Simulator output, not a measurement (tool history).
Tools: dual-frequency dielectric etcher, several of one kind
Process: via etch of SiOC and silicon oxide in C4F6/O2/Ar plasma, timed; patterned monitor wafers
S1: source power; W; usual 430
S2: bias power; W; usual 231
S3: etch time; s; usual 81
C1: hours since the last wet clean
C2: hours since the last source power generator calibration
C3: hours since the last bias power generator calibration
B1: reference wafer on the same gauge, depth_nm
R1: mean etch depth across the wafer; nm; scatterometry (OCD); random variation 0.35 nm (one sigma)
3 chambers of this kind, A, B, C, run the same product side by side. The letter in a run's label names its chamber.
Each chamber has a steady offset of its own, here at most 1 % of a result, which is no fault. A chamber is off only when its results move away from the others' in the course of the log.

Run 1C, hour 4.7: usual settings; C1 591.4; C2 4107.9; C3 2316.9; B1 105.05. Result: R1 101.48 nm.
Run 2B, hour 10.3: usual settings; C1 100.4; C2 2763.4; C3 321.1; B1 105.1. Result: R1 103.44 nm.
Run 3A, hour 13.8: usual settings; C1 480.7; C2 1703; C3 1143.3; B1 104.97. Result: R1 101.89 nm.
Run 4C, hour 16.9: usual settings; C1 603.6; C2 4120.1; C3 2329.1; B1 105.06. Result: R1 101.46 nm.
Run 5B, hour 20.5: usual settings but S1 390 W, S3 67 s; C1 110.6; C2 2773.6; C3 331.3; B1 104.95. Result: R1 82.227 nm.
Run 6A, hour 24.3: usual settings but S1 390 W, S3 67 s; C1 491.2; C2 1713.5; C3 1153.8; B1 104.99. Result: R1 81.966 nm.
Run 7A, hour 27.8: usual settings but S1 390 W, S3 67 s; C1 494.7; C2 1717; C3 1157.3; B1 105.07. Result: R1 81.714 nm.
Run 8C, hour 33.7: usual settings; C1 620.4; C2 4136.9; C3 2345.9; B1 105.02. Result: R1 101.81 nm.
Run 9B, hour 37.2: usual settings but S2 257 W, S3 73.5 s; C1 127.3; C2 2790.3; C3 348; B1 105.02. Result: R1 97.4 nm.
Run 10B, hour 43: usual settings but S2 257 W, S3 73.5 s; C1 133.1; C2 2796.1; C3 353.8; B1 104.94. Result: R1 96.209 nm.
Run 11A, hour 48.1: usual settings but S2 257 W, S3 73.5 s; C1 515; C2 1737.3; C3 1177.6; B1 104.95. Result: R1 95.518 nm.
Run 12C, hour 51.5: usual settings; C1 638.2; C2 4154.7; C3 2363.7; B1 105.1. Result: R1 101.97 nm.
Run 13B, hour 54.1: usual settings; C1 144.2; C2 2807.2; C3 364.9; B1 105.02. Result: R1 102.79 nm.
At hour 55.4: chamber C: wet clean of the chamber.
Run 14A, hour 58.1: usual settings; C1 525; C2 1747.3; C3 1187.6; B1 104.97. Result: R1 102.49 nm.
Run 15C, hour 63.4: usual settings but S1 350 W, S2 256 W; C1 8.1; C2 4166.6; C3 2375.6; B1 105.01. Result: R1 93.884 nm.
Run 16A, hour 69.3: usual settings but S1 350 W, S2 256 W; C1 536.2; C2 1758.5; C3 1198.8; B1 105.03. Result: R1 97.312 nm.
Run 17C, hour 74.5: usual settings but S1 350 W, S2 256 W; C1 19.2; C2 4177.7; C3 2386.7; B1 104.98. Result: R1 93.782 nm.
Run 18B, hour 79.1: usual settings; C1 169.2; C2 2832.2; C3 389.9; B1 105.03. Result: R1 102.75 nm.
At hour 82.4: chamber A: wet clean of the chamber.
Run 19C, hour 84.7: usual settings but S1 480 W, S3 63 s; C1 29.4; C2 4187.9; C3 2396.9; B1 105.04. Result: R1 80.124 nm.
Run 20A, hour 90.3: usual settings but S1 480 W, S3 63 s; C1 7.9; C2 1779.5; C3 1219.8; B1 104.92. Result: R1 82.865 nm.
Run 21B, hour 93.4: usual settings but S1 480 W, S3 63 s; C1 183.5; C2 2846.5; C3 404.2; B1 105.05. Result: R1 83.672 nm.
Run 22C, hour 96: usual settings; C1 40.7; C2 4199.2; C3 2408.2; B1 105.02. Result: R1 98.08 nm.
Run 23A, hour 101.4: usual settings but S2 249 W, S3 64.5 s; C1 19; C2 1790.6; C3 1230.9; B1 104.97. Result: R1 83.598 nm.
Run 24B, hour 104.5: usual settings but S2 249 W, S3 64.5 s; C1 194.6; C2 2857.6; C3 415.3; B1 105.02. Result: R1 84.427 nm.
Run 25A, hour 110: usual settings but S2 249 W, S3 64.5 s; C1 27.6; C2 1799.2; C3 1239.5; B1 104.97. Result: R1 83.791 nm.
Run 26B, hour 114.6: usual settings; C1 204.7; C2 2867.7; C3 425.4; B1 104.98. Result: R1 103.15 nm.
Run 27C, hour 120.5: usual settings; C1 65.2; C2 4223.7; C3 2432.7; B1 105. Result: R1 98.629 nm.
Run 28C, hour 126: usual settings; C1 70.7; C2 4229.2; C3 2438.2; B1 104.91. Result: R1 98.412 nm.
Run 29A, hour 130.6: usual settings; C1 48.2; C2 1819.8; C3 1260.1; B1 105.01. Result: R1 102.28 nm.
Run 30B, hour 135.6: usual settings; C1 225.7; C2 2888.7; C3 446.4; B1 104.95. Result: R1 103.06 nm.
Run 31B, hour 139.3: usual settings but S2 283 W, S3 104.5 s; C1 229.4; C2 2892.4; C3 450.1; B1 105. Result: R1 143.01 nm.
Run 32A, hour 144.9: usual settings but S2 283 W, S3 104.5 s; C1 62.5; C2 1834.1; C3 1274.4; B1 105.11. Result: R1 141.44 nm.
Run 33C, hour 147.6: usual settings but S2 283 W, S3 104.5 s; C1 92.3; C2 4250.8; C3 2459.8; B1 105.05. Result: R1 136.05 nm.
At hour 149.1: chamber C: source power generator calibrated.
Run 34A, hour 152.1: usual settings; C1 69.7; C2 1841.3; C3 1281.6; B1 104.97. Result: R1 101.96 nm.
Run 35C, hour 156.9: usual settings; C1 101.6; C2 7.9; C3 2469.1; B1 105.01. Result: R1 98.673 nm.
Run 36B, hour 162.8: usual settings; C1 252.9; C2 2915.9; C3 473.6; B1 104.95. Result: R1 103.46 nm.
Run 37A, hour 167.4: usual settings; C1 85; C2 1856.6; C3 1296.9; B1 105.05. Result: R1 102.12 nm.
Run 38B, hour 173.3: usual settings; C1 263.4; C2 2926.4; C3 484.1; B1 105. Result: R1 103.47 nm.
Run 39C, hour 177.1: usual settings; C1 121.8; C2 28.1; C3 2489.3; B1 104.95. Result: R1 98.24 nm.
Run 40C, hour 180.5: usual settings; C1 125.2; C2 31.5; C3 2492.7; B1 104.96. Result: R1 98.801 nm.

All 3 chambers run these settings next. Forecast each chamber's results:
Run 41A, hour 184.8: usual settings. Result: R1 ?.
Run 41B, hour 184.8: usual settings. Result: R1 ?.
Run 41C, hour 184.8: usual settings. Result: R1 ?.

run      R1
41A  101.79
41B  102.29
41C  98.841
